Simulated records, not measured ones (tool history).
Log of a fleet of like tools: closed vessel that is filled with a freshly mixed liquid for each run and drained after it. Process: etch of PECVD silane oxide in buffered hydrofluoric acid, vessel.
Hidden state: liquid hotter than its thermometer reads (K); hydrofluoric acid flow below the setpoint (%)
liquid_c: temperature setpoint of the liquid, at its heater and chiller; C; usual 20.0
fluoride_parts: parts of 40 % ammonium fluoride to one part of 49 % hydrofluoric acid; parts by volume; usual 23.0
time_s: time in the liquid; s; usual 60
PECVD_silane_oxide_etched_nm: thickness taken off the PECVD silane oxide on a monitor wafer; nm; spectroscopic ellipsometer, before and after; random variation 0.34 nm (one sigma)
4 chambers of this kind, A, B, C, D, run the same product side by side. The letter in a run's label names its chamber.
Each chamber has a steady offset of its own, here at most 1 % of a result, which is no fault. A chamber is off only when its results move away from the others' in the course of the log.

run	hour	liquid_c	fluoride_parts	time_s	hours since the thermometer was replaced	hours since the hydrofluoric acid flow meter was replaced	read-back film thickness of the PECVD silane oxide reference wafer, read on the same gauge (nm)	PECVD_silane_oxide_etched_nm
1D	6.5	20.0	23.0	60	1814.2	990.7	49.987	45.883
2B	14.3	20.0	23.0	60	1067.2	57.4	50.056	47.723
3A	21.7	20.0	23.0	60	478.4	370.3	49.960	46.756
4C	27.8	20.0	23.0	60	127.9	356.8	49.964	46.296
5D	32.6	20.0	23.0	60	1840.3	1016.8	49.974	45.918
6C	40.9	20.0	23.0	60	141.0	369.9	50.007	46.685
7B	46.6	17.0	17.5	60	1099.5	89.7	50.009	49.603
8A	54.6	17.0	17.5	60	511.3	403.2	49.996	49.742
9A	63.8	17.0	17.5	60	520.5	412.4	49.991	49.574
10D	70.2	17.0	17.5	60	1877.9	1054.4	50.011	49.252
11C	74.5	20.0	23.0	60	174.6	403.5	50.007	46.571
12B	79.4	21.5	23.0	60	1132.3	122.5	50.011	50.413
13D	83.7	21.5	23.0	60	1891.4	1067.9	50.008	50.576
14B	88.7	21.5	23.0	60	1141.6	131.8	50.023	50.181
15A	96.1	21.5	23.0	60	552.8	444.7	49.992	51.172
# hour 97.5: chamber A: hydrofluoric acid flow meter replaced
16C	103.4	20.0	16.0	90	203.5	432.4	50.006	95.507
17B	107.9	20.0	16.0	90	1160.8	151.0	49.986	96.535
18C	113.3	20.0	16.0	90	213.4	442.3	50.018	95.515
19D	121.8	20.0	16.0	90	1929.5	1106.0	50.015	97.813
20A	129.2	20.0	23.0	60	585.9	31.8	50.030	47.292
21D	135.0	20.0	23.0	60	1942.7	1119.2	49.947	47.007
22C	142.8	20.0	23.0	60	242.9	471.8	49.979	47.010
23B	147.9	22.5	23.0	60	1200.8	191.0	50.045	53.855
24A	156.1	22.5	23.0	60	612.8	58.7	50.004	54.090
25C	162.7	22.5	23.0	60	262.8	491.7	49.963	53.868
26A	170.5	22.5	23.0	60	627.2	73.1	50.014	53.381
# hour 173.8: chamber B: thermometer replaced
27B	175.5	20.0	23.0	60	1.7	218.6	49.988	46.847
28D	182.9	20.0	23.0	60	1990.6	1167.1	50.029	48.230
29B	190.9	20.0	30.0	60	17.1	234.0	49.999	38.918
30D	195.8	20.0	30.0	60	2003.5	1180.0	50.007	40.038

All 4 chambers run these settings next. Forecast each chamber's results:
31A	202.6	20.0	23.0	60				?
31B	202.6	20.0	23.0	60				?
31C	202.6	20.0	23.0	60				?
31D	202.6	20.0	23.0	60				?

run	PECVD_silane_oxide_etched_nm
31A	46.999
31B	46.409
31C	46.198
31D	49.026

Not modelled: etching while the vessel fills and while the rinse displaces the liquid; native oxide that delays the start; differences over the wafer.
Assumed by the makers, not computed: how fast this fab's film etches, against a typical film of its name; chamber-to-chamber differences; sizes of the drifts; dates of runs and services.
